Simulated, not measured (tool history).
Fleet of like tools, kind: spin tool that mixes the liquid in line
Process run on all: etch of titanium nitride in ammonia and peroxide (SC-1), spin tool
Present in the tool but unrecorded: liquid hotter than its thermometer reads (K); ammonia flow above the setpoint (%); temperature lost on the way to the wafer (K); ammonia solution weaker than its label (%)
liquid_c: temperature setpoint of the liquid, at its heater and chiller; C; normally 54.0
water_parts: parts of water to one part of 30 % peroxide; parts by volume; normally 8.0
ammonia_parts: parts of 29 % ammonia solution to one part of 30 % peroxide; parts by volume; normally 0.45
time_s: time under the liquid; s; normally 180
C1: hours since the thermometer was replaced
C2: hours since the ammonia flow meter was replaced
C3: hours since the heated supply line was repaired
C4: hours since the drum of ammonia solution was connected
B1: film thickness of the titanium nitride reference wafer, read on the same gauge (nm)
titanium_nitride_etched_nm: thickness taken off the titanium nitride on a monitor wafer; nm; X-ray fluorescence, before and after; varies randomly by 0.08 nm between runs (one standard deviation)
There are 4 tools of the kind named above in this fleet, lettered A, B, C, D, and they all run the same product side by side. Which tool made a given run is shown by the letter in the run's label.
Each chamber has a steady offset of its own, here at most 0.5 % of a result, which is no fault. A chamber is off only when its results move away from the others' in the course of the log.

Run 1C, hour 3.2: usual settings; C1 734.4; C2 1172.0; C3 600.2; C4 238.8; B1 90.016. Result: titanium_nitride_etched_nm 10.7540 nm.
Run 2B, hour 9.9: usual settings; C1 605.1; C2 1825.2; C3 1812.0; C4 43.2; B1 90.004. Result: titanium_nitride_etched_nm 10.7190 nm.
At hour 12.8: chamber C: thermometer replaced.
Run 3A, hour 15.5: usual settings; C1 1027.5; C2 354.1; C3 1250.9; C4 812.4; B1 90.007. Result: titanium_nitride_etched_nm 10.7250 nm.
Run 4D, hour 18.7: usual settings; C1 1198.5; C2 98.6; C3 285.1; C4 311.2; B1 90.022. Result: titanium_nitride_etched_nm 10.7890 nm.
Run 5A, hour 21.9: usual settings; C1 1033.9; C2 360.5; C3 1257.3; C4 818.8; B1 90.001. Result: titanium_nitride_etched_nm 10.7030 nm.
Run 6B, hour 27.3: usual settings; C1 622.5; C2 1842.6; C3 1829.4; C4 60.6; B1 90.001. Result: titanium_nitride_etched_nm 10.9020 nm.
Run 7D, hour 30.6: usual settings; C1 1210.4; C2 110.5; C3 297.0; C4 323.1; B1 89.991. Result: titanium_nitride_etched_nm 10.8490 nm.
Run 8C, hour 36.5: usual settings; C1 23.8; C2 1205.3; C3 633.5; C4 272.1; B1 89.989. Result: titanium_nitride_etched_nm 10.6690 nm.
Run 9D, hour 41.3: usual settings; C1 1221.1; C2 121.2; C3 307.7; C4 333.8; B1 90.002. Result: titanium_nitride_etched_nm 10.8260 nm.
Run 10A, hour 44.7: usual settings; C1 1056.7; C2 383.3; C3 1280.1; C4 841.6; B1 89.991. Result: titanium_nitride_etched_nm 10.5740 nm.
Run 11B, hour 49.8: usual settings; C1 645.0; C2 1865.1; C3 1851.9; C4 83.1; B1 89.992. Result: titanium_nitride_etched_nm 10.7360 nm.
Run 12C, hour 54.5: usual settings but liquid_c 50.0 C, time_s 240 s; C1 41.8; C2 1223.3; C3 651.5; C4 290.1; B1 90.016. Result: titanium_nitride_etched_nm 10.8570 nm.
Run 13D, hour 61.0: usual settings but liquid_c 50.0 C, time_s 240 s; C1 1240.8; C2 140.9; C3 327.4; C4 353.5; B1 90.007. Result: titanium_nitride_etched_nm 10.8380 nm.
Run 14B, hour 66.1: usual settings but liquid_c 50.0 C, time_s 240 s; C1 661.3; C2 1881.4; C3 1868.2; C4 99.4; B1 90.003. Result: titanium_nitride_etched_nm 10.9240 nm.
Run 15A, hour 69.6: usual settings but liquid_c 50.0 C, time_s 240 s; C1 1081.6; C2 408.2; C3 1305.0; C4 866.5; B1 89.977. Result: titanium_nitride_etched_nm 10.6710 nm.
Run 16C, hour 76.1: usual settings but time_s 85 s; C1 63.4; C2 1244.9; C3 673.1; C4 311.7; B1 90.005. Result: titanium_nitride_etched_nm 5.1080 nm.
Run 17C, hour 79.3: usual settings but time_s 85 s; C1 66.6; C2 1248.1; C3 676.3; C4 314.9; B1 89.987. Result: titanium_nitride_etched_nm 5.0194 nm.
Run 18A, hour 84.5: usual settings but time_s 85 s; C1 1096.5; C2 423.1; C3 1319.9; C4 881.4; B1 89.992. Result: titanium_nitride_etched_nm 5.0587 nm.
Run 19B, hour 87.6: usual settings but time_s 85 s; C1 682.8; C2 1902.9; C3 1889.7; C4 120.9; B1 89.990. Result: titanium_nitride_etched_nm 5.0771 nm.
Run 20D, hour 93.5: usual settings; C1 1273.3; C2 173.4; C3 359.9; C4 386.0; B1 90.011. Result: titanium_nitride_etched_nm 10.6700 nm.
Run 21C, hour 98.3: usual settings; C1 85.6; C2 1267.1; C3 695.3; C4 333.9; B1 89.998. Result: titanium_nitride_etched_nm 10.5120 nm.
Run 22A, hour 102.7: usual settings; C1 1114.7; C2 441.3; C3 1338.1; C4 899.6; B1 90.020. Result: titanium_nitride_etched_nm 10.6710 nm.
Run 23B, hour 107.5: usual settings; C1 702.7; C2 1922.8; C3 1909.6; C4 140.8; B1 90.019. Result: titanium_nitride_etched_nm 10.7290 nm.
At hour 112.7: chamber D: new drum of ammonia solution connected.
Run 24D, hour 113.6: usual settings; C1 1293.4; C2 193.5; C3 380.0; C4 1.0; B1 90.012. Result: titanium_nitride_etched_nm 10.5980 nm.
Run 25B, hour 118.4: usual settings; C1 713.6; C2 1933.7; C3 1920.5; C4 151.7; B1 89.986. Result: titanium_nitride_etched_nm 10.7400 nm.
Run 26C, hour 121.5: usual settings; C1 108.8; C2 1290.3; C3 718.5; C4 357.1; B1 89.998. Result: titanium_nitride_etched_nm 10.4270 nm.
Run 27D, hour 126.5: usual settings; C1 1306.3; C2 206.4; C3 392.9; C4 13.9; B1 89.985. Result: titanium_nitride_etched_nm 10.6630 nm.
Run 28A, hour 129.4: usual settings; C1 1141.4; C2 468.0; C3 1364.8; C4 926.3; B1 89.982. Result: titanium_nitride_etched_nm 10.4680 nm.
Run 29D, hour 133.7: usual settings; C1 1313.5; C2 213.6; C3 400.1; C4 21.1; B1 90.003. Result: titanium_nitride_etched_nm 10.6390 nm.
Run 30B, hour 137.5: usual settings but liquid_c 58.5 C, water_parts 6.5 parts by volume; C1 732.7; C2 1952.8; C3 1939.6; C4 170.8; B1 89.994. Result: titanium_nitride_etched_nm 16.0300 nm.
Run 31C, hour 143.9: usual settings but liquid_c 58.5 C, water_parts 6.5 parts by volume; C1 131.2; C2 1312.7; C3 740.9; C4 379.5; B1 90.003. Result: titanium_nitride_etched_nm 15.6220 nm.
Run 32A, hour 148.2: usual settings but liquid_c 58.5 C, water_parts 6.5 parts by volume; C1 1160.2; C2 486.8; C3 1383.6; C4 945.1; B1 89.993. Result: titanium_nitride_etched_nm 15.9550 nm.
At hour 150.2: chamber A: new drum of ammonia solution connected.
Run 33D, hour 152.2: usual settings but liquid_c 58.5 C, water_parts 6.5 parts by volume; C1 1332.0; C2 232.1; C3 418.6; C4 39.6; B1 90.022. Result: titanium_nitride_etched_nm 15.9710 nm.
Run 34B, hour 158.4: usual settings; C1 753.6; C2 1973.7; C3 1960.5; C4 191.7; B1 90.008. Result: titanium_nitride_etched_nm 10.7040 nm.
Run 35C, hour 164.1: usual settings but water_parts 9.5 parts by volume, time_s 90 s; C1 151.4; C2 1332.9; C3 761.1; C4 399.7; B1 89.993. Result: titanium_nitride_etched_nm 4.6713 nm.
Run 36A, hour 169.4: usual settings but water_parts 9.5 parts by volume, time_s 90 s; C1 1181.4; C2 508.0; C3 1404.8; C4 19.3; B1 89.981. Result: titanium_nitride_etched_nm 4.8580 nm.
Run 37C, hour 174.8: usual settings but water_parts 9.5 parts by volume, time_s 90 s; C1 162.1; C2 1343.6; C3 771.8; C4 410.4; B1 89.999. Result: titanium_nitride_etched_nm 4.6002 nm.
At hour 176.9: chamber B: new drum of ammonia solution connected.
Run 38B, hour 179.8: usual settings but water_parts 9.5 parts by volume, time_s 90 s; C1 775.0; C2 1995.1; C3 1981.9; C4 2.9; B1 90.003. Result: titanium_nitride_etched_nm 4.9198 nm.
Run 39A, hour 185.2: usual settings; C1 1197.2; C2 523.8; C3 1420.6; C4 35.1; B1 90.034. Result: titanium_nitride_etched_nm 10.6340 nm.
Run 40D, hour 191.6: usual settings; C1 1371.4; C2 271.5; C3 458.0; C4 79.0; B1 89.991. Result: titanium_nitride_etched_nm 10.7060 nm.
Run 41B, hour 196.8: usual settings; C1 792.0; C2 2012.1; C3 1998.9; C4 19.9; B1 89.995. Result: titanium_nitride_etched_nm 10.8110 nm.
Run 42D, hour 203.2: usual settings; C1 1383.0; C2 283.1; C3 469.6; C4 90.6; B1 89.997. Result: titanium_nitride_etched_nm 10.6500 nm.
Run 43C, hour 209.8: usual settings but ammonia_parts 0.30 parts by volume; C1 197.1; C2 1378.6; C3 806.8; C4 445.4; B1 89.983. Result: titanium_nitride_etched_nm 9.1679 nm.
Run 44A, hour 213.2: usual settings but ammonia_parts 0.30 parts by volume; C1 1225.2; C2 551.8; C3 1448.6; C4 63.1; B1 90.005. Result: titanium_nitride_etched_nm 9.8805 nm.

Is one chamber out of step, is the gauge drifting, or do the chambers differ by no more than their own small offsets? For an off chamber, give its letter and the likeliest cause.

Chamber C drifts away from the others.
Cause: temperature lost on the way to the wafer (K) = 1.29.
The log may not tell that from: liquid colder than its thermometer reads (K).

Below are 4 candidate recipes for chamber C's next run, each the usual settings with a change, their results shown as question marks. Which of them brings C's results back in line with what the other chambers give on the usual settings?
To be in line, a result may differ from the other chambers' mean on the usual settings by at most: titanium_nitride_etched_nm 0.2800 nm
Run 45C-1, hour 218.0: usual settings but ammonia_parts 0.75 parts by volume. Result: titanium_nitride_etched_nm ?.
Run 45C-2, hour 218.0: usual settings but time_s 175 s. Result: titanium_nitride_etched_nm ?.
Run 45C-3, hour 218.0: usual settings but time_s 165 s. Result: titanium_nitride_etched_nm ?.
Run 45C-4, hour 218.0: usual settings but liquid_c 54.5 C. Result: titanium_nitride_etched_nm ?.

On the usual settings, the other chambers give on average: titanium_nitride_etched_nm 10.6890 nm
  run  titanium_nitride_etched_nm
45C-1                     10.6680
45C-2                      9.5449
45C-3                      8.9995
45C-4                     10.1660
45C-1 is the one that brings the chamber's results back in line with the other chambers.

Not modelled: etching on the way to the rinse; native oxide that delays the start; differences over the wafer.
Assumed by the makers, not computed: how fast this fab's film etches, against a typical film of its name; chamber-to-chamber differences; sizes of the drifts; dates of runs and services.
